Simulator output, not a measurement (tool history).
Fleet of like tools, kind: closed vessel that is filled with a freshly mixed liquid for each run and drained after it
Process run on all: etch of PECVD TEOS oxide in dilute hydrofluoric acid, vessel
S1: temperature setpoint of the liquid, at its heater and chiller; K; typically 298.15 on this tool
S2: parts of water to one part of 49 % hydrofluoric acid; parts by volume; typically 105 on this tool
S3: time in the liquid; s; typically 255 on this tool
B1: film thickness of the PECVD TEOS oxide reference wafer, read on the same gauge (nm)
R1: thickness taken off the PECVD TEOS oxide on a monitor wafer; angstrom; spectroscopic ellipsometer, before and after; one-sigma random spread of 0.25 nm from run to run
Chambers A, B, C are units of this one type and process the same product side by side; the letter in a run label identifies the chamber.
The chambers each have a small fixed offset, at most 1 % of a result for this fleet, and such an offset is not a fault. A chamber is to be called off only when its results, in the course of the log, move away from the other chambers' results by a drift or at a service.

run 1C hour=3.4 | S1=298.15 S2=105 S3=255 | B1=120 | R1=392.55
run 2A hour=6.5 | S1=298.15 S2=105 S3=255 | B1=120.02 | R1=385.06
run 3B hour=11.5 | S1=298.15 S2=105 S3=255 | B1=120.01 | R1=388.46
run 4B hour=17.9 | S1=298.15 S2=105 S3=255 | B1=120.01 | R1=387.41
run 5A hour=24.1 | S1=298.15 S2=105 S3=255 | B1=119.99 | R1=388.41
run 6C hour=30.1 | S1=298.15 S2=105 S3=255 | B1=120.01 | R1=395.54
run 7B hour=34.9 | S1=295.65 S2=70 S3=255 | B1=119.99 | R1=550.11
run 8A hour=38.1 | S1=295.65 S2=70 S3=255 | B1=119.97 | R1=546.41
run 9C hour=44.7 | S1=295.65 S2=70 S3=255 | B1=120.01 | R1=555.77
run 10A hour=50 | S1=294.15 S2=145 S3=255 | B1=120 | R1=226.13
run 11B hour=55.1 | S1=294.15 S2=145 S3=255 | B1=120.02 | R1=231.45
run 12C hour=62.1 | S1=294.15 S2=145 S3=255 | B1=119.98 | R1=237.05
run 13A hour=65.2 | S1=298.15 S2=105 S3=255 | B1=119.98 | R1=386.93
run 14B hour=69.4 | S1=298.15 S2=105 S3=255 | B1=120 | R1=389.6
run 15C hour=75.8 | S1=294.15 S2=130 S3=255 | B1=119.99 | R1=265.97
run 16A hour=80.2 | S1=294.15 S2=130 S3=255 | B1=119.99 | R1=257.69
run 17C hour=84.9 | S1=294.15 S2=130 S3=255 | B1=119.97 | R1=270.64
run 18B hour=90.4 | S1=298.15 S2=105 S3=255 | B1=119.99 | R1=389.5
run 19B hour=96.9 | S1=298.15 S2=105 S3=255 | B1=119.99 | R1=391.84
run 20C hour=100.7 | S1=298.15 S2=105 S3=255 | B1=119.98 | R1=406.23
run 21A hour=105 | S1=301.65 S2=105 S3=315 | B1=119.97 | R1=543.96
run 22C hour=108.7 | S1=301.65 S2=105 S3=315 | B1=120.01 | R1=582.92
run 23A hour=113 | S1=301.65 S2=105 S3=315 | B1=119.97 | R1=551.72
-- hour=115.8 chamber B: hydrofluoric acid flow meter replaced
run 24B hour=116.2 | S1=298.15 S2=105 S3=255 | B1=120.02 | R1=394.52
run 25B hour=121.8 | S1=298.15 S2=105 S3=255 | B1=120.01 | R1=393.6

What goes on in this fleet: one chamber off, a drifting gauge, or nothing beyond the chambers' own small offsets? Name the chamber and the cause, if any.

Chamber C drifts away from the others.
What lies behind it: hydrofluoric acid flow above the setpoint (%) = 4.91.
The log may not tell that from: liquid hotter than its thermometer reads (K).

Here are 4 candidates for chamber C's next run, each the usual settings with a change, their results left as question marks. Which one brings its results back in line with what the others give on the usual settings?
A result is in line if it is within this distance of the other chambers' mean on the usual settings: R1 8.6 angstrom
run 26C-1 hour=126.8 | S1=298.15 S2=110 S3=240 | R1=?
run 26C-2 hour=126.8 | S1=296.65 S2=105 S3=255 | R1=?
run 26C-3 hour=126.8 | S1=298.15 S2=105 S3=270 | R1=?
run 26C-4 hour=126.8 | S1=298.15 S2=95 S3=255 | R1=?

What the other chambers average on the usual settings: R1 388.74 angstrom
run=26C-1 R1=370.39
run=26C-2 R1=390.61
run=26C-3 R1=439.02
run=26C-4 R1=463.49
The right change is 26C-2: it brings the chamber back within the allowed miss of the others.
